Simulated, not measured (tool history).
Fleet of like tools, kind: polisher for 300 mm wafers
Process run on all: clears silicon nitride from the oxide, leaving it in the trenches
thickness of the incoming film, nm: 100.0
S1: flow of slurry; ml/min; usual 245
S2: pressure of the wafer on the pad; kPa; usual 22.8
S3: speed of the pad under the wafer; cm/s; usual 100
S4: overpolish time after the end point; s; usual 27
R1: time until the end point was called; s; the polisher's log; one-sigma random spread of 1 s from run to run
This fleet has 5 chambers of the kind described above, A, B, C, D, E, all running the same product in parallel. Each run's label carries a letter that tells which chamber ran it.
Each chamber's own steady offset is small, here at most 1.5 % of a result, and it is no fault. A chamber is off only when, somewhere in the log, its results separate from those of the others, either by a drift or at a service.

run   hour   S1    S2   S3  S4      R1
       1.7  -- chamber C: slurry nozzle cleaned
 1E    5.5  245  22.8  100  27  81.635
 2C    9.2  245  22.8  100  27  82.898
 3B   14.7  245  22.8  100  27  83.413
 4D   18.8  245  22.8  100  27   83.72
 5A   25.8  245  22.8  100  27  81.859
 6A   29.9  245  22.8  100  27  82.832
      32.8  -- chamber C: worn pad replaced by a new one
 7E   35.7  245  22.8  100  27  81.796
      41.7  -- chamber B: worn pad replaced by a new one
      42.4  -- chamber D: worn pad replaced by a new one
 8B   42.6  245  22.8  100  27   84.18
 9D   47.6  245  22.8  100  27  83.629
10C   51.4  245  22.8  100  27  82.898
11A     59  245  22.8  100  27  82.688
      66.6  -- chamber A: worn pad replaced by a new one
12C   67.6  245  22.8  100  27  83.585
13D   76.1  245  22.8  100  27  84.262
      77.1  -- chamber E: worn pad replaced by a new one
14E   80.5  245  22.8  100  27    80.3
      81.9  -- chamber D: slurry nozzle cleaned
15B   84.9  245  22.8  100  27  83.758
16E   90.6  245  22.8  100  15  80.814
17B   96.8  245  22.8  100  15    83.6
18C  103.8  245  22.8  100  15  83.001
     110.1  -- chamber E: slurry nozzle cleaned
19D  110.3  245  22.8  100  15  81.443
20A  114.8  245  22.8  100  15  79.685
21D  119.9  245  22.8  100  27  84.478
22E  126.4  245  22.8  100  27  80.281
23C  131.9  245  22.8  100  27  82.854
24B  138.6  245  22.8  100  27  83.878
25A    146  245  22.8  100  27  78.434
26B  150.5  245  22.8  100  27  84.308
     150.9  -- chamber A: worn pad replaced by a new one
27D  156.8  245  22.8  100  27  83.049
       160  -- chamber D: worn pad replaced by a new one
28C  164.6  245  22.8  100  27   81.34
     164.7  -- chamber B: worn pad replaced by a new one
     172.2  -- chamber E: worn pad replaced by a new one
29A  172.4  245  22.8  100  27  78.625
     174.5  -- chamber C: worn pad replaced by a new one
30E  177.8  245  22.8  100  27  83.062
     178.7  -- chamber D: head pressure recalibrated
31E  183.3  245  22.8  100  27   80.21
32B  191.4  245  22.8  100  27   83.76
33D    199  245  22.8  100  27  83.707
34C  205.9  245  22.8  100  27  83.523
35A    214  245  22.8  100  27  76.796
36D  221.9  245  22.8  100  27  83.298
37E  227.1  245  22.8  100  27   81.84

The same settings go to every chamber for the next run, one line per chamber below. Forecast the results for each:
38A  233.3  245  22.8  100  27   ?
38B  233.3  245  22.8  100  27   ?
38C  233.3  245  22.8  100  27   ?
38D  233.3  245  22.8  100  27   ?
38E  233.3  245  22.8  100  27   ?

run      R1
38A  76.986
38B   84.71
38C  83.451
38D   83.98
38E  80.936
